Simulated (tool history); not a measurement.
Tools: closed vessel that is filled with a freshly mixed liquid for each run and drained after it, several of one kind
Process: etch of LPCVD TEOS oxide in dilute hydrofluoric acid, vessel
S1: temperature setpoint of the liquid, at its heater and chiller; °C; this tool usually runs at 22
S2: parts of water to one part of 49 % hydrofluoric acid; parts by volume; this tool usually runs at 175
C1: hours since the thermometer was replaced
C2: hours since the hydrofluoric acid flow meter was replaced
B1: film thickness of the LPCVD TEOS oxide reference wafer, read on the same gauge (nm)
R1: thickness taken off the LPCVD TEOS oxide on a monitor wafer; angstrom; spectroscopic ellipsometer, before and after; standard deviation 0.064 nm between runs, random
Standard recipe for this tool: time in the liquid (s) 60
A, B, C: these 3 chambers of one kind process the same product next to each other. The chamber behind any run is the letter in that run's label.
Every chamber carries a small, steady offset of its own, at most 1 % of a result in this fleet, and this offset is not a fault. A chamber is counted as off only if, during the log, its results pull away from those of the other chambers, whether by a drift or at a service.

{"run": "1B", "hour": 5.8, "S1": 22, "S2": 175, "time in the liquid (s)": 60, "C1": 71.6, "C2": 264.3, "B1": 60.012, "R1": 142.17}
{"run": "2C", "hour": 10.0, "S1": 22, "S2": 175, "time in the liquid (s)": 60, "C1": 842.2, "C2": 348.6, "B1": 59.999, "R1": 140.57}
{"run": "3A", "hour": 14.5, "S1": 22, "S2": 175, "time in the liquid (s)": 60, "C1": 670.5, "C2": 122.1, "B1": 59.993, "R1": 141.33}
{"run": "4C", "hour": 19.5, "S1": 22, "S2": 175, "time in the liquid (s)": 60, "C1": 851.7, "C2": 358.1, "B1": 60.018, "R1": 140.76}
{"run": "5B", "hour": 24.8, "S1": 22, "S2": 175, "time in the liquid (s)": 60, "C1": 90.6, "C2": 283.3, "B1": 60.018, "R1": 142.3}
{"run": "6A", "hour": 28.9, "S1": 22, "S2": 175, "time in the liquid (s)": 60, "C1": 684.9, "C2": 136.5, "B1": 60.041, "R1": 141.08}
{"run": "7B", "hour": 35.0, "S1": 22, "S2": 105, "time in the liquid (s)": 60, "C1": 100.8, "C2": 293.5, "B1": 59.999, "R1": 253.99}
{"run": "8A", "hour": 40.1, "S1": 22, "S2": 105, "time in the liquid (s)": 60, "C1": 696.1, "C2": 147.7, "B1": 60.013, "R1": 256.97}
{"run": "9C", "hour": 45.5, "S1": 22, "S2": 105, "time in the liquid (s)": 60, "C1": 877.7, "C2": 384.1, "B1": 59.963, "R1": 253.28}
{"run": "10A", "hour": 51.1, "S1": 22, "S2": 175, "time in the liquid (s)": 60, "C1": 707.1, "C2": 158.7, "B1": 60.023, "R1": 139.99}
{"run": "11C", "hour": 54.1, "S1": 22, "S2": 175, "time in the liquid (s)": 60, "C1": 886.3, "C2": 392.7, "B1": 59.948, "R1": 141.25}
{"run": "12B", "hour": 59.4, "S1": 22, "S2": 175, "time in the liquid (s)": 60, "C1": 125.2, "C2": 317.9, "B1": 60.006, "R1": 142.23}
{"run": "13A", "hour": 65.3, "S1": 22, "S2": 175, "time in the liquid (s)": 60, "C1": 721.3, "C2": 172.9, "B1": 59.992, "R1": 141.71}
{"run": "14C", "hour": 70.6, "S1": 22, "S2": 175, "time in the liquid (s)": 60, "C1": 902.8, "C2": 409.2, "B1": 59.957, "R1": 141.6}
{"run": "15B", "hour": 75.1, "S1": 22, "S2": 175, "time in the liquid (s)": 60, "C1": 140.9, "C2": 333.6, "B1": 60.028, "R1": 142.25}
{"run": "16A", "hour": 78.5, "S1": 22, "S2": 175, "time in the liquid (s)": 60, "C1": 734.5, "C2": 186.1, "B1": 59.941, "R1": 140.89}
{"run": "17B", "hour": 82.7, "S1": 22, "S2": 175, "time in the liquid (s)": 60, "C1": 148.5, "C2": 341.2, "B1": 60.02, "R1": 143.36}
{"run": "18C", "hour": 88.8, "S1": 22, "S2": 175, "time in the liquid (s)": 60, "C1": 921, "C2": 427.4, "B1": 59.997, "R1": 141.98}
{"run": "19B", "hour": 93.6, "S1": 22, "S2": 145, "time in the liquid (s)": 60, "C1": 159.4, "C2": 352.1, "B1": 60.004, "R1": 177.43}
{"run": "20C", "hour": 98.1, "S1": 22, "S2": 145, "time in the liquid (s)": 60, "C1": 930.3, "C2": 436.7, "B1": 59.995, "R1": 174.57}
{"run": "21A", "hour": 104.0, "S1": 22, "S2": 145, "time in the liquid (s)": 60, "C1": 760, "C2": 211.6, "B1": 59.999, "R1": 175.83}
{"run": "22A", "hour": 110.6, "S1": 22, "S2": 175, "time in the liquid (s)": 60, "C1": 766.6, "C2": 218.2, "B1": 60.012, "R1": 141.52}
{"run": "23C", "hour": 113.8, "S1": 22, "S2": 175, "time in the liquid (s)": 60, "C1": 946, "C2": 452.4, "B1": 59.966, "R1": 141.11}

All 3 chambers run these settings next. Forecast each chamber's results:
{"run": "24A", "hour": 118.6, "S1": 22, "S2": 105, "time in the liquid (s)": 60, "R1": "?"}
{"run": "24B", "hour": 118.6, "S1": 22, "S2": 105, "time in the liquid (s)": 60, "R1": "?"}
{"run": "24C", "hour": 118.6, "S1": 22, "S2": 105, "time in the liquid (s)": 60, "R1": "?"}

run=24A R1=257.84
run=24B R1=251.72
run=24C R1=253.86
